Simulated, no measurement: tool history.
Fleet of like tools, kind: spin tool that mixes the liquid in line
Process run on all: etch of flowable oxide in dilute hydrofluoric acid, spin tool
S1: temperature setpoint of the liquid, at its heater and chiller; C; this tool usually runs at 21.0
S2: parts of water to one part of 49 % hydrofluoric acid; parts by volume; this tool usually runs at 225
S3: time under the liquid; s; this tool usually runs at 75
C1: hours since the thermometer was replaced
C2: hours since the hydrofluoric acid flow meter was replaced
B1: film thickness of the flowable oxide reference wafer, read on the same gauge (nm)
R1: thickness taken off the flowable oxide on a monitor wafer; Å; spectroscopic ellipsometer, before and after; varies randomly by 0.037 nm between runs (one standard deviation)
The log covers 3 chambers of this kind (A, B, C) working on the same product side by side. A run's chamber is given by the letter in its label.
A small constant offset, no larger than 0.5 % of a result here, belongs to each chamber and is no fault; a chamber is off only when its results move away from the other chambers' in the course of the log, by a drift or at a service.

run 1C hour=5.8 | S1=21.0 S2=225 S3=75 | C1=499.1 C2=442.7 | B1=100.010 | R1=66.664
run 2B hour=12.5 | S1=21.0 S2=225 S3=75 | C1=511.5 C2=1067.1 | B1=100.000 | R1=66.400
run 3A hour=17.6 | S1=21.0 S2=225 S3=75 | C1=1335.8 C2=493.1 | B1=100.010 | R1=67.479
run 4B hour=27.3 | S1=21.0 S2=225 S3=75 | C1=526.3 C2=1081.9 | B1=99.985 | R1=66.933
run 5A hour=34.8 | S1=21.0 S2=225 S3=75 | C1=1353.0 C2=510.3 | B1=99.996 | R1=67.904
run 6C hour=41.7 | S1=21.0 S2=225 S3=75 | C1=535.0 C2=478.6 | B1=100.020 | R1=67.197
run 7A hour=49.5 | S1=25.0 S2=225 S3=75 | C1=1367.7 C2=525.0 | B1=99.962 | R1=78.703
run 8B hour=55.1 | S1=25.0 S2=225 S3=75 | C1=554.1 C2=1109.7 | B1=100.010 | R1=77.984
run 9C hour=62.4 | S1=25.0 S2=225 S3=75 | C1=555.7 C2=499.3 | B1=100.030 | R1=78.007
run 10C hour=68.1 | S1=21.0 S2=225 S3=75 | C1=561.4 C2=505.0 | B1=99.990 | R1=67.073
run 11B hour=75.6 | S1=21.0 S2=225 S3=75 | C1=574.6 C2=1130.2 | B1=99.993 | R1=67.686
run 12A hour=83.2 | S1=21.0 S2=225 S3=75 | C1=1401.4 C2=558.7 | B1=99.999 | R1=67.962
run 13C hour=91.4 | S1=21.0 S2=225 S3=75 | C1=584.7 C2=528.3 | B1=100.010 | R1=67.016
run 14A hour=96.9 | S1=21.0 S2=225 S3=75 | C1=1415.1 C2=572.4 | B1=99.993 | R1=67.189
run 15B hour=105.3 | S1=21.0 S2=225 S3=75 | C1=604.3 C2=1159.9 | B1=99.994 | R1=66.488
run 16B hour=114.5 | S1=21.0 S2=225 S3=75 | C1=613.5 C2=1169.1 | B1=100.010 | R1=67.532
run 17C hour=123.8 | S1=19.0 S2=225 S3=75 | C1=617.1 C2=560.7 | B1=100.020 | R1=61.894
run 18A hour=129.4 | S1=19.0 S2=225 S3=75 | C1=1447.6 C2=604.9 | B1=100.030 | R1=62.690
run 19C hour=137.8 | S1=19.0 S2=225 S3=75 | C1=631.1 C2=574.7 | B1=100.000 | R1=61.967
-- hour=141.9 chamber B: thermometer replaced
run 20B hour=145.7 | S1=21.0 S2=225 S3=75 | C1=3.8 C2=1200.3 | B1=100.020 | R1=66.720
run 21A hour=154.8 | S1=21.0 S2=225 S3=75 | C1=1473.0 C2=630.3 | B1=100.010 | R1=67.076
run 22C hour=163.4 | S1=21.0 S2=225 S3=75 | C1=656.7 C2=600.3 | B1=100.000 | R1=66.857
run 23A hour=168.0 | S1=21.0 S2=225 S3=75 | C1=1486.2 C2=643.5 | B1=99.993 | R1=67.737
run 24B hour=173.1 | S1=21.0 S2=225 S3=75 | C1=31.2 C2=1227.7 | B1=99.999 | R1=67.268
run 25A hour=181.0 | S1=21.0 S2=225 S3=75 | C1=1499.2 C2=656.5 | B1=99.964 | R1=67.923
run 26B hour=186.2 | S1=21.0 S2=225 S3=75 | C1=44.3 C2=1240.8 | B1=99.989 | R1=67.308
run 27C hour=195.9 | S1=21.0 S2=225 S3=75 | C1=689.2 C2=632.8 | B1=100.010 | R1=67.020
run 28A hour=200.7 | S1=21.0 S2=225 S3=75 | C1=1518.9 C2=676.2 | B1=100.010 | R1=67.510
run 29C hour=208.2 | S1=21.0 S2=225 S3=75 | C1=701.5 C2=645.1 | B1=99.983 | R1=67.053
run 30B hour=213.3 | S1=21.0 S2=225 S3=75 | C1=71.4 C2=1267.9 | B1=100.010 | R1=67.855
run 31B hour=220.1 | S1=21.0 S2=225 S3=75 | C1=78.2 C2=1274.7 | B1=100.010 | R1=67.443
run 32A hour=225.6 | S1=21.0 S2=225 S3=75 | C1=1543.8 C2=701.1 | B1=100.010 | R1=67.698
run 33C hour=230.7 | S1=24.5 S2=225 S3=110 | C1=724.0 C2=667.6 | B1=100.000 | R1=112.160
-- hour=237.2 chamber C: thermometer replaced
run 34C hour=239.8 | S1=24.5 S2=225 S3=110 | C1=2.7 C2=676.7 | B1=99.989 | R1=112.720
run 35B hour=247.2 | S1=24.5 S2=225 S3=110 | C1=105.3 C2=1301.8 | B1=100.000 | R1=112.860
run 36A hour=256.4 | S1=21.0 S2=225 S3=75 | C1=1574.6 C2=731.9 | B1=100.030 | R1=67.464
run 37C hour=265.4 | S1=21.0 S2=225 S3=75 | C1=28.3 C2=702.3 | B1=99.992 | R1=67.102

Read the log: is a single chamber off, either drifting away or since a service, is the gauge that measures every chamber drifting, or is nothing wrong beyond small per-chamber offsets? Name any odd chamber and what most likely caused it.

Neither any chamber nor the gauge drifts; the chambers differ only by their own small, steady offsets.

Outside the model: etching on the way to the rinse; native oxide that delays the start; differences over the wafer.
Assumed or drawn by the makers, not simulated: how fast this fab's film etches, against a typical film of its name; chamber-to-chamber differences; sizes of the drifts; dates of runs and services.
